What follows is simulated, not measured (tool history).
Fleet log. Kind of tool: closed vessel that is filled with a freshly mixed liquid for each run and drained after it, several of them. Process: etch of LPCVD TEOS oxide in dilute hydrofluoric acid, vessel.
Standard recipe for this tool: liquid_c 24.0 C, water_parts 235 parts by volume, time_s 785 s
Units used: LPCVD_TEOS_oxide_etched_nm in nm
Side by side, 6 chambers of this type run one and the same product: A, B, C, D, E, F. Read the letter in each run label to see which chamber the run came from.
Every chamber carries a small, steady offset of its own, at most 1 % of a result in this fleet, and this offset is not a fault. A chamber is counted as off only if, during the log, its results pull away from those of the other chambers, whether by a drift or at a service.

run	hour	liquid_c	water_parts	time_s	hours since the thermometer was replaced	hours since the hydrofluoric acid flow meter was replaced	read-back film thickness of the LPCVD TEOS oxide reference wafer, read on the same gauge (nm)	LPCVD_TEOS_oxide_etched_nm
1A	14.0	24.0	235	785	827.5	903.9	40.016	57.837
2C	25.2	24.0	235	785	868.6	1170.1	39.981	57.603
3F	38.1	24.0	235	785	870.5	700.6	40.012	57.408
4D	54.3	24.0	235	785	318.2	261.2	39.969	57.589
5E	68.4	24.0	235	785	2136.7	154.8	39.994	57.773
6B	79.6	24.0	235	785	1461.4	514.3	39.977	57.003
7D	95.0	24.0	235	785	358.9	301.9	39.956	57.117
# hour 98.5: chamber C: hydrofluoric acid flow meter replaced
8B	106.4	24.0	235	785	1488.2	541.1	39.999	57.208
9E	118.1	24.0	235	785	2186.4	204.5	39.968	57.407
10F	131.2	24.0	235	785	963.6	793.7	39.993	56.876
11A	146.0	24.0	235	785	959.5	1035.9	39.979	57.749
12C	157.9	24.0	235	785	1001.3	59.5	40.012	57.157
13C	172.4	24.0	235	785	1015.8	74.0	40.014	56.635
14B	181.8	24.0	235	785	1563.6	616.5	40.012	56.886
15A	197.4	24.0	235	785	1010.9	1087.3	40.007	57.931
16D	206.6	24.0	155	785	470.5	413.5	39.980	93.695
17F	217.5	24.0	155	785	1049.9	880.0	39.996	95.362
18E	227.6	24.0	155	785	2295.9	314.0	39.987	95.674
19C	240.7	24.0	155	785	1084.1	142.3	40.013	95.285
20B	249.0	24.0	155	785	1630.8	683.7	39.988	94.560
21D	256.9	24.0	155	785	520.8	463.8	39.984	93.096
22A	265.1	24.0	235	785	1078.6	1155.0	39.999	57.997
23E	272.5	24.0	235	785	2340.8	358.9	39.977	57.671
24F	282.5	24.0	235	1070	1114.9	945.0	40.011	78.314
25F	295.4	24.0	235	1070	1127.8	957.9	40.014	77.517
26E	310.9	24.0	235	1070	2379.2	397.3	39.994	78.737
27A	326.0	24.0	235	1070	1139.5	1215.9	39.991	78.507
28C	333.6	24.0	235	1070	1177.0	235.2	40.004	78.398
# hour 342.7: chamber B: thermometer replaced
29D	347.2	24.0	235	1070	611.1	554.1	40.019	75.402
30B	357.7	24.0	235	785	15.0	792.4	40.002	57.223
31E	370.0	24.0	235	785	2438.3	456.4	40.019	57.542
32C	385.0	24.0	235	785	1228.4	286.6	40.013	57.830
33D	395.9	24.0	235	785	659.8	602.8	39.993	55.246
34F	403.1	28.5	235	785	1235.5	1065.6	40.018	67.074
35A	418.9	28.5	235	785	1232.4	1308.8	40.014	67.154
36B	428.7	28.5	235	785	86.0	863.4	39.969	66.700
37B	439.7	28.5	235	785	97.0	874.4	39.989	66.828

All 6 chambers run these settings next. Forecast each chamber's results:
38A	451.5	24.0	235	785				?
38B	451.5	24.0	235	785				?
38C	451.5	24.0	235	785				?
38D	451.5	24.0	235	785				?
38E	451.5	24.0	235	785				?
38F	451.5	24.0	235	785				?

run	LPCVD_TEOS_oxide_etched_nm
38A	57.504
38B	57.526
38C	57.290
38D	56.003
38E	57.854
38F	57.151
